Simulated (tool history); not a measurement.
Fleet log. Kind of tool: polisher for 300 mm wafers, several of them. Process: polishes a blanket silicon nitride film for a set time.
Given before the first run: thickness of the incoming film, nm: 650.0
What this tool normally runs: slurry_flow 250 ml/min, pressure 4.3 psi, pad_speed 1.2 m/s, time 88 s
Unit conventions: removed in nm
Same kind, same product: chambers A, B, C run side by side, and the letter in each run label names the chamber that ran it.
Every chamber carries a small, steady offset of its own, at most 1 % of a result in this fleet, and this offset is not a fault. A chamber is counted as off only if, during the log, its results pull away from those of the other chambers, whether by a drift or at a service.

run,hour,slurry_flow,pressure,pad_speed,time,wafers polished on this pad,hours since the slurry nozzle was cleaned,hours since the head pressure was calibrated,removed
1C,3.9,250,4.3,1.2,88,398,4.6,295.2,242.59
2B,10,250,4.3,1.2,88,444,392,272.6,244.72
3A,15.6,250,4.3,1.2,88,392,150.5,228.1,246.55
# hour 16.6: chamber B: worn pad replaced by a new one
# hour 19.2: chamber C: worn pad replaced by a new one
4C,19.5,250,4.3,1.2,88,2,20.2,310.8,248.12
5A,23.7,250,4.3,1.2,88,464,158.6,236.2,246.84
6B,26.5,250,4.3,1.2,79,88,408.5,289.1,218.63
# hour 30.3: chamber A: worn pad replaced by a new one
7C,31.8,250,4.3,1.2,79,112,32.5,323.1,221.53
8B,35,250,4.3,1.2,79,164,417,297.6,218.92
9A,41.1,250,4.3,1.2,88,96,176,253.6,242.11
10C,45.2,250,4.3,0.92,88,232,45.9,336.5,195.71
11A,50.6,250,4.3,0.92,88,181,185.5,263.1,197.15
12B,53.5,250,4.3,0.92,88,329,435.5,316.1,194.1
13B,59.8,250,4.3,1.2,88,385,441.8,322.4,242.11
14A,65,250,4.3,1.2,88,310,199.9,277.5,248.89
15C,71.2,250,4.3,1.2,88,464,71.9,362.5,241.32
# hour 72.3: chamber B: worn pad replaced by a new one
16A,74,250,4.3,1.2,88,390,208.9,286.5,241.23
# hour 75.5: chamber B: slurry nozzle cleaned
17B,79.1,250,4.3,1.2,88,61,3.7,341.7,246.78
18C,83.1,250,4.3,1.2,88,570,83.8,374.4,242.29
19B,87.6,250,4.3,1.2,88,136,12.2,350.2,240.26
# hour 91.6: chamber C: worn pad replaced by a new one
# hour 93.2: chamber A: worn pad replaced by a new one
20C,93.3,250,4.3,1.2,88,15,94,384.6,246.2
21A,97.5,305,4.3,1.2,88,39,232.4,310,245.01
22A,102.9,305,4.3,1.2,88,87,237.8,315.4,250.73
23B,108.7,305,4.3,1.2,88,325,33.3,371.3,248.55
24C,112.7,250,4.3,1.2,88,189,113.4,404,238.44
25A,118.6,250,4.3,1.2,88,227,253.5,331.1,244.04
26C,121.6,250,4.3,1.2,88,268,122.3,412.9,242.6
27B,125.1,250,4.3,1.2,88,471,49.7,387.7,243.46
28C,128.3,250,4.3,1.2,88,328,129,419.6,245.87
# hour 129.4: chamber A: head pressure recalibrated
# hour 129.5: chamber B: worn pad replaced by a new one
29B,132.7,250,4.3,1.2,88,29,57.3,395.3,241.64
30A,137,250,4.3,1.2,88,391,271.9,7.7,243.54
31C,140.2,250,4.3,1.2,112,434,140.9,431.5,303.36
32B,143.2,250,4.3,1.2,112,122,67.8,405.8,303.32
33A,146.2,250,4.3,1.2,112,473,281.1,16.9,308.02
34B,150.2,250,4.3,1.2,88,185,74.8,412.8,247.57
# hour 151.2: chamber C: worn pad replaced by a new one
# hour 153.4: chamber A: worn pad replaced by a new one
35A,155.9,250,4.3,1.2,88,23,290.8,26.6,238.58
36C,162.1,250,4.3,1.2,88,97,162.8,453.4,244.01
37C,166.4,250,4.3,1.2,88,136,167.1,457.7,239.43
38A,169.6,250,4.3,1.2,88,145,304.5,40.3,241.92

Predict what each chamber gives when all 3 of them run the settings below next.
39A,174.1,250,4.3,1.2,88,,,,?
39B,174.1,250,4.3,1.2,88,,,,?
39C,174.1,250,4.3,1.2,88,,,,?

run,removed
39A,246.91
39B,244.7
39C,249.18

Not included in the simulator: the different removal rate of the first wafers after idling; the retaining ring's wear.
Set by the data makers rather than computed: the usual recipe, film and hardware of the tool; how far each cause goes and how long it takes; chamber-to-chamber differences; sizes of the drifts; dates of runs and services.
